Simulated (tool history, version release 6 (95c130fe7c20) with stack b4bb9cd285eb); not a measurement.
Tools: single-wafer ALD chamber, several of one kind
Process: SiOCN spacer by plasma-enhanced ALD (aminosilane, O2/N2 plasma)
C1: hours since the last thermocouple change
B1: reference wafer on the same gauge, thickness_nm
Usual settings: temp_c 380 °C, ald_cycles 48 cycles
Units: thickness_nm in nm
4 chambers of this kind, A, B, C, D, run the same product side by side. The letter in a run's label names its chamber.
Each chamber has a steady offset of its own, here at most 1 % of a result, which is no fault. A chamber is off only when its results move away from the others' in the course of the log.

{"run": "1C", "hour": 5.9, "temp_c": 380, "ald_cycles": 48, "C1": 1695.8, "B1": 3.1195, "thickness_nm": 2.9159}
{"run": "2A", "hour": 12.3, "temp_c": 380, "ald_cycles": 48, "C1": 2153.2, "B1": 3.122, "thickness_nm": 2.9009}
{"run": "3D", "hour": 15.5, "temp_c": 380, "ald_cycles": 48, "C1": 442.2, "B1": 3.1217, "thickness_nm": 2.905}
{"run": "4B", "hour": 20.8, "temp_c": 380, "ald_cycles": 48, "C1": 395.7, "B1": 3.1229, "thickness_nm": 2.9092}
{"run": "5D", "hour": 23.6, "temp_c": 380, "ald_cycles": 48, "C1": 450.3, "B1": 3.1228, "thickness_nm": 2.9034}
{"run": "6A", "hour": 30.0, "temp_c": 366, "ald_cycles": 40, "C1": 2170.9, "B1": 3.1234, "thickness_nm": 2.4095}
{"run": "7C", "hour": 36.2, "temp_c": 366, "ald_cycles": 40, "C1": 1726.1, "B1": 3.1251, "thickness_nm": 2.4273}
{"hour": 36.7, "done": "chamber A: thermocouple changed; heater temperature recalibrated"}
{"run": "8B", "hour": 39.5, "temp_c": 366, "ald_cycles": 40, "C1": 414.4, "B1": 3.1239, "thickness_nm": 2.4301}
{"run": "9C", "hour": 42.9, "temp_c": 366, "ald_cycles": 40, "C1": 1732.8, "B1": 3.1241, "thickness_nm": 2.4315}
{"run": "10D", "hour": 47.3, "temp_c": 389, "ald_cycles": 39, "C1": 474, "B1": 3.1241, "thickness_nm": 2.3649}
{"run": "11B", "hour": 52.4, "temp_c": 389, "ald_cycles": 39, "C1": 427.3, "B1": 3.1248, "thickness_nm": 2.3652}
{"run": "12A", "hour": 58.2, "temp_c": 389, "ald_cycles": 39, "C1": 21.6, "B1": 3.1258, "thickness_nm": 2.3578}
{"run": "13C", "hour": 62.0, "temp_c": 389, "ald_cycles": 39, "C1": 1751.9, "B1": 3.1252, "thickness_nm": 2.3758}
{"run": "14D", "hour": 66.4, "temp_c": 380, "ald_cycles": 48, "C1": 493.1, "B1": 3.1271, "thickness_nm": 2.9183}
{"run": "15A", "hour": 69.3, "temp_c": 380, "ald_cycles": 48, "C1": 32.7, "B1": 3.1258, "thickness_nm": 2.9048}
{"run": "16B", "hour": 72.3, "temp_c": 380, "ald_cycles": 48, "C1": 447.2, "B1": 3.1261, "thickness_nm": 2.9156}
{"run": "17D", "hour": 77.7, "temp_c": 380, "ald_cycles": 48, "C1": 504.4, "B1": 3.1281, "thickness_nm": 2.9104}
{"run": "18C", "hour": 80.7, "temp_c": 380, "ald_cycles": 48, "C1": 1770.6, "B1": 3.1272, "thickness_nm": 2.9207}
{"run": "19A", "hour": 84.0, "temp_c": 380, "ald_cycles": 41, "C1": 47.4, "B1": 3.1286, "thickness_nm": 2.4827}
{"run": "20B", "hour": 87.1, "temp_c": 380, "ald_cycles": 41, "C1": 462, "B1": 3.1283, "thickness_nm": 2.4959}
{"run": "21D", "hour": 91.9, "temp_c": 380, "ald_cycles": 41, "C1": 518.6, "B1": 3.1292, "thickness_nm": 2.4854}
{"run": "22A", "hour": 95.8, "temp_c": 380, "ald_cycles": 41, "C1": 59.2, "B1": 3.1302, "thickness_nm": 2.4802}
{"run": "23C", "hour": 99.4, "temp_c": 380, "ald_cycles": 48, "C1": 1789.3, "B1": 3.1304, "thickness_nm": 2.926}
{"run": "24B", "hour": 103.9, "temp_c": 380, "ald_cycles": 48, "C1": 478.8, "B1": 3.1309, "thickness_nm": 2.9214}
{"run": "25D", "hour": 108.1, "temp_c": 380, "ald_cycles": 48, "C1": 534.8, "B1": 3.1306, "thickness_nm": 2.9143}
{"run": "26C", "hour": 114.5, "temp_c": 380, "ald_cycles": 48, "C1": 1804.4, "B1": 3.1313, "thickness_nm": 2.9163}
{"run": "27A", "hour": 117.6, "temp_c": 380, "ald_cycles": 48, "C1": 81, "B1": 3.1314, "thickness_nm": 2.9102}
{"run": "28B", "hour": 123.7, "temp_c": 380, "ald_cycles": 48, "C1": 498.6, "B1": 3.132, "thickness_nm": 2.9232}
{"run": "29D", "hour": 127.3, "temp_c": 380, "ald_cycles": 48, "C1": 554, "B1": 3.1313, "thickness_nm": 2.918}
{"run": "30A", "hour": 130.5, "temp_c": 369, "ald_cycles": 55, "C1": 93.9, "B1": 3.1322, "thickness_nm": 3.3344}
{"run": "31C", "hour": 136.1, "temp_c": 369, "ald_cycles": 55, "C1": 1826, "B1": 3.1331, "thickness_nm": 3.3464}
{"run": "32B", "hour": 141.5, "temp_c": 369, "ald_cycles": 55, "C1": 516.4, "B1": 3.134, "thickness_nm": 3.3519}
{"run": "33B", "hour": 146.8, "temp_c": 369, "ald_cycles": 55, "C1": 521.7, "B1": 3.1339, "thickness_nm": 3.3551}
{"run": "34A", "hour": 152.6, "temp_c": 380, "ald_cycles": 39, "C1": 116, "B1": 3.1345, "thickness_nm": 2.364}
{"run": "35C", "hour": 156.2, "temp_c": 380, "ald_cycles": 39, "C1": 1846.1, "B1": 3.1355, "thickness_nm": 2.3739}
{"run": "36D", "hour": 160.3, "temp_c": 380, "ald_cycles": 39, "C1": 587, "B1": 3.1361, "thickness_nm": 2.3716}
{"run": "37B", "hour": 163.2, "temp_c": 380, "ald_cycles": 39, "C1": 538.1, "B1": 3.1363, "thickness_nm": 2.3761}
{"run": "38D", "hour": 166.6, "temp_c": 380, "ald_cycles": 48, "C1": 593.3, "B1": 3.1351, "thickness_nm": 2.9184}
{"run": "39C", "hour": 171.8, "temp_c": 386, "ald_cycles": 44, "C1": 1861.7, "B1": 3.137, "thickness_nm": 2.688}
{"run": "40A", "hour": 176.6, "temp_c": 386, "ald_cycles": 44, "C1": 140, "B1": 3.1369, "thickness_nm": 2.672}

All 4 chambers run these settings next. Forecast each chamber's results:
{"run": "41A", "hour": 181.2, "temp_c": 374, "ald_cycles": 48, "thickness_nm": "?"}
{"run": "41B", "hour": 181.2, "temp_c": 374, "ald_cycles": 48, "thickness_nm": "?"}
{"run": "41C", "hour": 181.2, "temp_c": 374, "ald_cycles": 48, "thickness_nm": "?"}
{"run": "41D", "hour": 181.2, "temp_c": 374, "ald_cycles": 48, "thickness_nm": "?"}

run=41A thickness_nm=2.9136
run=41B thickness_nm=2.9254
run=41C thickness_nm=2.9297
run=41D thickness_nm=2.9305
